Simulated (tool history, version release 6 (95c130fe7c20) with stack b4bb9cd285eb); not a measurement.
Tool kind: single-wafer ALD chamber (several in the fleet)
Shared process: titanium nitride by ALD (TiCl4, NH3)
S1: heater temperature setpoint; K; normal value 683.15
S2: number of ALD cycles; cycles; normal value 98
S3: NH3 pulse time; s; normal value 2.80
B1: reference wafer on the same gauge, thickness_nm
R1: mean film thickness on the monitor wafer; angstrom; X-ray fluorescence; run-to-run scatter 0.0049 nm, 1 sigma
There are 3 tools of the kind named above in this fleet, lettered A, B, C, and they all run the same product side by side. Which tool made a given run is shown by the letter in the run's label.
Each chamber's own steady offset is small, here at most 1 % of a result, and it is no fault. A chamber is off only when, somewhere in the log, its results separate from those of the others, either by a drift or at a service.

run,hour,S1,S2,S3,B1,R1
1B,3.1,683.15,98,2.80,1.7896,22.137
2A,7.1,683.15,98,2.80,1.7902,21.900
3C,10.8,683.15,98,2.80,1.7896,21.713
4C,14.7,683.15,98,2.80,1.7909,21.772
5A,19.4,669.15,98,1.79,1.7905,21.334
6B,23.8,669.15,98,1.79,1.7894,21.661
7C,27.6,669.15,98,1.79,1.7893,21.209
8A,32.4,683.15,98,2.80,1.7896,21.878
9B,35.1,683.15,98,2.80,1.7893,22.080
10B,38.9,683.15,98,2.80,1.7902,22.098
11C,42.1,689.15,98,1.97,1.7893,21.574
12A,44.7,689.15,98,1.97,1.7897,21.582
13C,48.4,689.15,98,1.97,1.7891,21.554
14A,53.7,683.15,98,2.80,1.7911,21.843
15B,56.3,683.15,98,2.80,1.7902,22.141
16C,60.4,683.15,98,2.80,1.7898,21.760
# hour 63.1: chamber B: thermocouple changed; heater temperature recalibrated
17A,65.9,683.15,98,2.80,1.7905,21.823
18B,70.7,683.15,98,2.80,1.7886,22.084
19C,73.4,683.15,98,2.80,1.7898,21.855
20A,78.4,683.15,98,2.80,1.7901,21.892
21B,83.3,683.15,98,2.80,1.7898,22.032
22C,87.5,683.15,98,2.80,1.7900,21.734
23B,92.7,683.15,98,2.80,1.7889,22.097
24A,97.5,683.15,98,2.80,1.7917,21.856
25B,102.2,683.15,98,2.80,1.7912,22.062
26A,107.5,683.15,98,2.80,1.7891,21.838
27C,111.0,683.15,98,2.80,1.7904,21.783
28A,114.9,683.15,98,2.80,1.7902,21.841
29B,117.6,683.15,98,2.80,1.7904,22.092
30C,121.7,683.15,98,2.80,1.7897,21.756
31C,124.5,683.15,98,2.80,1.7896,21.819
32A,128.5,683.15,98,2.80,1.7905,21.815
33B,131.8,683.15,92,2.04,1.7902,20.461
34C,135.4,683.15,92,2.04,1.7896,20.217
35B,139.7,683.15,92,2.04,1.7903,20.568
36A,144.9,683.15,98,2.80,1.7906,21.866
37C,147.3,683.15,98,2.80,1.7905,21.753

All 3 chambers run these settings next. Forecast each chamber's results:
38A,151.3,683.15,88,2.80,,?
38B,151.3,683.15,88,2.80,,?
38C,151.3,683.15,88,2.80,,?

run,R1
38A,19.515
38B,19.837
38C,19.493
